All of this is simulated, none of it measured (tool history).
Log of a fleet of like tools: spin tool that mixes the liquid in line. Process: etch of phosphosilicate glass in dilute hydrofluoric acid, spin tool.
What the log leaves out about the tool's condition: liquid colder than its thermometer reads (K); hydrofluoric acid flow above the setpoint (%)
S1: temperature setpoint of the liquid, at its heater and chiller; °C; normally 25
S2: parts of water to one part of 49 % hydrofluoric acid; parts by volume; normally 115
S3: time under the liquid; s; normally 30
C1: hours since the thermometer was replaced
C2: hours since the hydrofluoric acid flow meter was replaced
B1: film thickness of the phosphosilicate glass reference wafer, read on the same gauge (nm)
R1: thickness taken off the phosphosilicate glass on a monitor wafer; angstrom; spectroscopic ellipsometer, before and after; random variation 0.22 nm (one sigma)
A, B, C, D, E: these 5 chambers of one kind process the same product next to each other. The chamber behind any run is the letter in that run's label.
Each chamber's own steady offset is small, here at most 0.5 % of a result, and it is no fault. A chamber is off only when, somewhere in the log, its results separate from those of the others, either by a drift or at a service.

run 1C hour=11.3 | S1=25 S2=115 S3=30 | C1=158.3 C2=1280.2 | B1=129.99 | R1=316.95
run 2B hour=16.8 | S1=25 S2=115 S3=30 | C1=745 C2=275.5 | B1=129.99 | R1=315.83
run 3E hour=22.9 | S1=25 S2=115 S3=30 | C1=179.6 C2=675 | B1=130 | R1=318.65
run 4D hour=28.5 | S1=25 S2=115 S3=30 | C1=646.5 C2=264.2 | B1=130.02 | R1=314.55
run 5A hour=39.7 | S1=25 S2=115 S3=30 | C1=1505.9 C2=321 | B1=130.01 | R1=316.1
run 6D hour=46.9 | S1=25 S2=115 S3=30 | C1=664.9 C2=282.6 | B1=129.98 | R1=317.43
run 7E hour=52.6 | S1=25 S2=115 S3=30 | C1=209.3 C2=704.7 | B1=129.98 | R1=318.47
run 8B hour=63.9 | S1=25 S2=115 S3=30 | C1=792.1 C2=322.6 | B1=130.02 | R1=313.75
run 9C hour=70.4 | S1=25 S2=115 S3=30 | C1=217.4 C2=1339.3 | B1=130 | R1=316.05
run 10A hour=77.8 | S1=25 S2=115 S3=30 | C1=1544 C2=359.1 | B1=130 | R1=319.26
run 11B hour=83.4 | S1=25 S2=115 S3=30 | C1=811.6 C2=342.1 | B1=130 | R1=316.82
run 12E hour=93 | S1=25 S2=115 S3=30 | C1=249.7 C2=745.1 | B1=130.03 | R1=316.23
run 13C hour=98.8 | S1=25 S2=115 S3=20 | C1=245.8 C2=1367.7 | B1=129.99 | R1=208.17
run 14A hour=104.7 | S1=25 S2=115 S3=20 | C1=1570.9 C2=386 | B1=130 | R1=211.37
run 15D hour=115.5 | S1=25 S2=115 S3=20 | C1=733.5 C2=351.2 | B1=130 | R1=208.59
run 16C hour=124.7 | S1=25 S2=115 S3=20 | C1=271.7 C2=1393.6 | B1=129.97 | R1=211.66
run 17A hour=133.9 | S1=25 S2=115 S3=20 | C1=1600.1 C2=415.2 | B1=130 | R1=211.77
-- hour=134.8 chamber A: hydrofluoric acid flow meter replaced
run 18B hour=141 | S1=25 S2=115 S3=30 | C1=869.2 C2=399.7 | B1=130.01 | R1=315.41
run 19D hour=148.7 | S1=25 S2=115 S3=30 | C1=766.7 C2=384.4 | B1=129.99 | R1=317.16
run 20E hour=155.9 | S1=25 S2=115 S3=30 | C1=312.6 C2=808 | B1=130.02 | R1=317.64
run 21E hour=163.1 | S1=25 S2=115 S3=30 | C1=319.8 C2=815.2 | B1=130.02 | R1=313.94
run 22B hour=168.1 | S1=25 S2=115 S3=30 | C1=896.3 C2=426.8 | B1=130.01 | R1=324.53
run 23D hour=173.4 | S1=25 S2=115 S3=30 | C1=791.4 C2=409.1 | B1=129.99 | R1=315.01
run 24A hour=182.4 | S1=25 S2=115 S3=30 | C1=1648.6 C2=47.7 | B1=130 | R1=316.15
run 25C hour=192.7 | S1=25 S2=115 S3=30 | C1=339.7 C2=1461.6 | B1=129.98 | R1=321.11
run 26A hour=200.2 | S1=25 S2=115 S3=30 | C1=1666.4 C2=65.5 | B1=129.99 | R1=318.55
run 27E hour=209.8 | S1=25 S2=90 S3=45 | C1=366.5 C2=861.9 | B1=129.99 | R1=623.97
run 28C hour=221.2 | S1=25 S2=90 S3=45 | C1=368.2 C2=1490.1 | B1=129.98 | R1=625.16
run 29D hour=227.9 | S1=25 S2=90 S3=45 | C1=845.9 C2=463.6 | B1=129.98 | R1=621.31
run 30B hour=234.3 | S1=25 S2=90 S3=45 | C1=962.5 C2=493 | B1=129.98 | R1=642.56
run 31C hour=240.9 | S1=25 S2=90 S3=45 | C1=387.9 C2=1509.8 | B1=129.96 | R1=627.32
run 32B hour=247.3 | S1=25 S2=115 S3=30 | C1=975.5 C2=506 | B1=130 | R1=325.45
run 33A hour=257.9 | S1=25 S2=115 S3=30 | C1=1724.1 C2=123.2 | B1=129.97 | R1=316.77
run 34E hour=267.9 | S1=25 S2=115 S3=30 | C1=424.6 C2=920 | B1=129.99 | R1=316.67
-- hour=270.8 chamber D: hydrofluoric acid flow meter replaced
run 35D hour=276.3 | S1=25 S2=115 S3=30 | C1=894.3 C2=5.6 | B1=129.99 | R1=313.76
run 36B hour=286.1 | S1=25 S2=115 S3=30 | C1=1014.3 C2=544.8 | B1=130 | R1=328.88
run 37E hour=293.9 | S1=25 S2=115 S3=30 | C1=450.6 C2=946 | B1=129.97 | R1=317.22
run 38D hour=300.3 | S1=25 S2=145 S3=30 | C1=918.3 C2=29.6 | B1=130 | R1=242.58
run 39C hour=308 | S1=25 S2=145 S3=30 | C1=455 C2=1576.9 | B1=130.01 | R1=241.95
-- hour=309.3 chamber C: hydrofluoric acid flow meter replaced
run 40A hour=313.2 | S1=25 S2=145 S3=30 | C1=1779.4 C2=178.5 | B1=129.98 | R1=243.72
run 41D hour=323.5 | S1=25 S2=145 S3=30 | C1=941.5 C2=52.8 | B1=130.01 | R1=238.86
run 42E hour=334.1 | S1=25 S2=145 S3=30 | C1=490.8 C2=986.2 | B1=130 | R1=242.75
run 43C hour=344.4 | S1=25 S2=115 S3=30 | C1=491.4 C2=35.2 | B1=129.98 | R1=318.33

All chambers now run identical settings, listed one chamber a line with results as question marks. What results will each chamber show?
run 44A hour=352.7 | S1=25 S2=115 S3=30 | R1=?
run 44B hour=352.7 | S1=25 S2=115 S3=30 | R1=?
run 44C hour=352.7 | S1=25 S2=115 S3=30 | R1=?
run 44D hour=352.7 | S1=25 S2=115 S3=30 | R1=?
run 44E hour=352.7 | S1=25 S2=115 S3=30 | R1=?

run=44A R1=313.24
run=44B R1=330.44
run=44C R1=317.48
run=44D R1=317.84
run=44E R1=318.54
